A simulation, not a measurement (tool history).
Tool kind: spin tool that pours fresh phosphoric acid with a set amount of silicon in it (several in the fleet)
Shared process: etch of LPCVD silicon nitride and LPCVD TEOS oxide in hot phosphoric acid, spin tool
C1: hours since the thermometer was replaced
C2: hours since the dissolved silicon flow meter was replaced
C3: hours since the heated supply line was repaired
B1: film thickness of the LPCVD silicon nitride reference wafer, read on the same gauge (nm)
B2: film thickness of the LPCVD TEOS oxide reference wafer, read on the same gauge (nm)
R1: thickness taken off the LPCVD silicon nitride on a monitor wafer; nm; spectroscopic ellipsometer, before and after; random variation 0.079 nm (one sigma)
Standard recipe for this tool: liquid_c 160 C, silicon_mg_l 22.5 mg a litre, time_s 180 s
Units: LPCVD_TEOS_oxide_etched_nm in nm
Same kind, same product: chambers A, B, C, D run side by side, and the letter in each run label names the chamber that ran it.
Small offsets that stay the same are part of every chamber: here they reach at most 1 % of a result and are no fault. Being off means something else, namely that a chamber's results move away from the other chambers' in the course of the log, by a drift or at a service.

Run 1D, hour 3.7: usual settings; C1 396.5; C2 24.9; C3 312.5; B1 90.005; B2 89.961. Result: R1 16.595 nm, LPCVD_TEOS_oxide_etched_nm 0.34985 nm.
Run 2B, hour 10.3: usual settings; C1 944; C2 880.1; C3 975.9; B1 90.002; B2 90.029. Result: R1 16.745 nm, LPCVD_TEOS_oxide_etched_nm 0.30829 nm.
Run 3A, hour 17.2: usual settings; C1 1032.4; C2 274.1; C3 913; B1 89.995; B2 89.996. Result: R1 16.897 nm, LPCVD_TEOS_oxide_etched_nm 0.27754 nm.
Run 4C, hour 21.7: usual settings; C1 2196.1; C2 1794; C3 862.5; B1 89.999; B2 89.993. Result: R1 16.889 nm, LPCVD_TEOS_oxide_etched_nm 0.29733 nm.
Run 5C, hour 29.5: usual settings; C1 2203.9; C2 1801.8; C3 870.3; B1 90.026; B2 90.02. Result: R1 16.806 nm, LPCVD_TEOS_oxide_etched_nm 0.30803 nm.
Run 6B, hour 35.2: usual settings but liquid_c 163 C, time_s 120 s; C1 968.9; C2 905; C3 1000.8; B1 89.981; B2 90.035. Result: R1 12.397 nm, LPCVD_TEOS_oxide_etched_nm 0.30198 nm.
Run 7A, hour 38.6: usual settings but liquid_c 163 C, time_s 120 s; C1 1053.8; C2 295.5; C3 934.4; B1 89.987; B2 90.017. Result: R1 12.387 nm, LPCVD_TEOS_oxide_etched_nm 0.2626 nm.
Run 8D, hour 43.1: usual settings but liquid_c 163 C, time_s 120 s; C1 435.9; C2 64.3; C3 351.9; B1 89.997; B2 89.982. Result: R1 12.328 nm, LPCVD_TEOS_oxide_etched_nm 0.32104 nm.
Run 9D, hour 46.8: usual settings but liquid_c 163 C, time_s 120 s; C1 439.6; C2 68; C3 355.6; B1 90.016; B2 90.018. Result: R1 12.354 nm, LPCVD_TEOS_oxide_etched_nm 0.25492 nm.
Run 10B, hour 52.6: usual settings; C1 986.3; C2 922.4; C3 1018.2; B1 89.991; B2 90.006. Result: R1 16.962 nm, LPCVD_TEOS_oxide_etched_nm 0.33039 nm.
Run 11A, hour 56.7: usual settings; C1 1071.9; C2 313.6; C3 952.5; B1 90.015; B2 89.995. Result: R1 16.855 nm, LPCVD_TEOS_oxide_etched_nm 0.30387 nm.
Run 12C, hour 64: usual settings; C1 2238.4; C2 1836.3; C3 904.8; B1 90; B2 89.999. Result: R1 16.895 nm, LPCVD_TEOS_oxide_etched_nm 0.33675 nm.
Run 13C, hour 71.3: usual settings; C1 2245.7; C2 1843.6; C3 912.1; B1 89.975; B2 89.995. Result: R1 16.799 nm, LPCVD_TEOS_oxide_etched_nm 0.33192 nm.
Run 14D, hour 75: usual settings; C1 467.8; C2 96.2; C3 383.8; B1 89.994; B2 90.023. Result: R1 16.723 nm, LPCVD_TEOS_oxide_etched_nm 0.35707 nm.
Run 15B, hour 79.8: usual settings; C1 1013.5; C2 949.6; C3 1045.4; B1 89.997; B2 90.009. Result: R1 16.871 nm, LPCVD_TEOS_oxide_etched_nm 0.32701 nm.
Run 16A, hour 84.9: usual settings; C1 1100.1; C2 341.8; C3 980.7; B1 89.995; B2 90.017. Result: R1 16.939 nm, LPCVD_TEOS_oxide_etched_nm 0.348 nm.
Run 17A, hour 88.7: usual settings; C1 1103.9; C2 345.6; C3 984.5; B1 90.005; B2 89.987. Result: R1 17.056 nm, LPCVD_TEOS_oxide_etched_nm 0.35155 nm.
Run 18C, hour 95.8: usual settings; C1 2270.2; C2 1868.1; C3 936.6; B1 89.977; B2 89.991. Result: R1 16.949 nm, LPCVD_TEOS_oxide_etched_nm 0.3097 nm.
Run 19D, hour 100.7: usual settings; C1 493.5; C2 121.9; C3 409.5; B1 89.996; B2 90.023. Result: R1 16.853 nm, LPCVD_TEOS_oxide_etched_nm 0.28629 nm.
Run 20B, hour 104.1: usual settings; C1 1037.8; C2 973.9; C3 1069.7; B1 89.999; B2 89.996. Result: R1 16.893 nm, LPCVD_TEOS_oxide_etched_nm 0.30765 nm.
Run 21A, hour 109.2: usual settings but time_s 260 s; C1 1124.4; C2 366.1; C3 1005; B1 89.98; B2 90.025. Result: R1 24.428 nm, LPCVD_TEOS_oxide_etched_nm 0.4755 nm.
Run 22D, hour 115.6: usual settings but time_s 260 s; C1 508.4; C2 136.8; C3 424.4; B1 89.975; B2 89.991. Result: R1 24.151 nm, LPCVD_TEOS_oxide_etched_nm 0.47219 nm.
Run 23C, hour 120.9: usual settings but time_s 260 s; C1 2295.3; C2 1893.2; C3 961.7; B1 89.991; B2 89.979. Result: R1 24.528 nm, LPCVD_TEOS_oxide_etched_nm 0.53789 nm.
Run 24B, hour 128.6: usual settings but time_s 260 s; C1 1062.3; C2 998.4; C3 1094.2; B1 89.996; B2 90.009. Result: R1 24.324 nm, LPCVD_TEOS_oxide_etched_nm 0.51338 nm.
Run 25C, hour 135.1: usual settings but liquid_c 161.5 C; C1 2309.5; C2 1907.4; C3 975.9; B1 89.986; B2 89.976. Result: R1 17.779 nm, LPCVD_TEOS_oxide_etched_nm 0.37259 nm.
Run 26D, hour 142.6: usual settings but liquid_c 161.5 C; C1 535.4; C2 163.8; C3 451.4; B1 89.981; B2 89.981. Result: R1 17.463 nm, LPCVD_TEOS_oxide_etched_nm 0.35432 nm.
Run 27A, hour 150.3: usual settings but liquid_c 161.5 C; C1 1165.5; C2 407.2; C3 1046.1; B1 89.985; B2 89.984. Result: R1 17.738 nm, LPCVD_TEOS_oxide_etched_nm 0.31037 nm.
Run 28B, hour 157.6: usual settings but liquid_c 161.5 C; C1 1091.3; C2 1027.4; C3 1123.2; B1 90.015; B2 90.015. Result: R1 17.793 nm, LPCVD_TEOS_oxide_etched_nm 0.30342 nm.
Run 29C, hour 163.9: usual settings; C1 2338.3; C2 1936.2; C3 1004.7; B1 90.005; B2 90.02. Result: R1 16.765 nm, LPCVD_TEOS_oxide_etched_nm 0.35107 nm.
Run 30A, hour 168.1: usual settings; C1 1183.3; C2 425; C3 1063.9; B1 89.999; B2 89.999. Result: R1 16.864 nm, LPCVD_TEOS_oxide_etched_nm 0.31477 nm.
Run 31D, hour 175.2: usual settings; C1 568; C2 196.4; C3 484; B1 90.042; B2 90.019. Result: R1 16.728 nm, LPCVD_TEOS_oxide_etched_nm 0.34264 nm.

All 4 chambers run these settings next. Forecast each chamber's results:
Run 32A, hour 180.9: usual settings. Result: R1 ?, LPCVD_TEOS_oxide_etched_nm ?.
Run 32B, hour 180.9: usual settings. Result: R1 ?, LPCVD_TEOS_oxide_etched_nm ?.
Run 32C, hour 180.9: usual settings. Result: R1 ?, LPCVD_TEOS_oxide_etched_nm ?.
Run 32D, hour 180.9: usual settings. Result: R1 ?, LPCVD_TEOS_oxide_etched_nm ?.

run      R1  LPCVD_TEOS_oxide_etched_nm
32A  16.834                     0.31776
32B  16.897                     0.34336
32C  17.046                     0.30797
32D  16.734                      0.3103
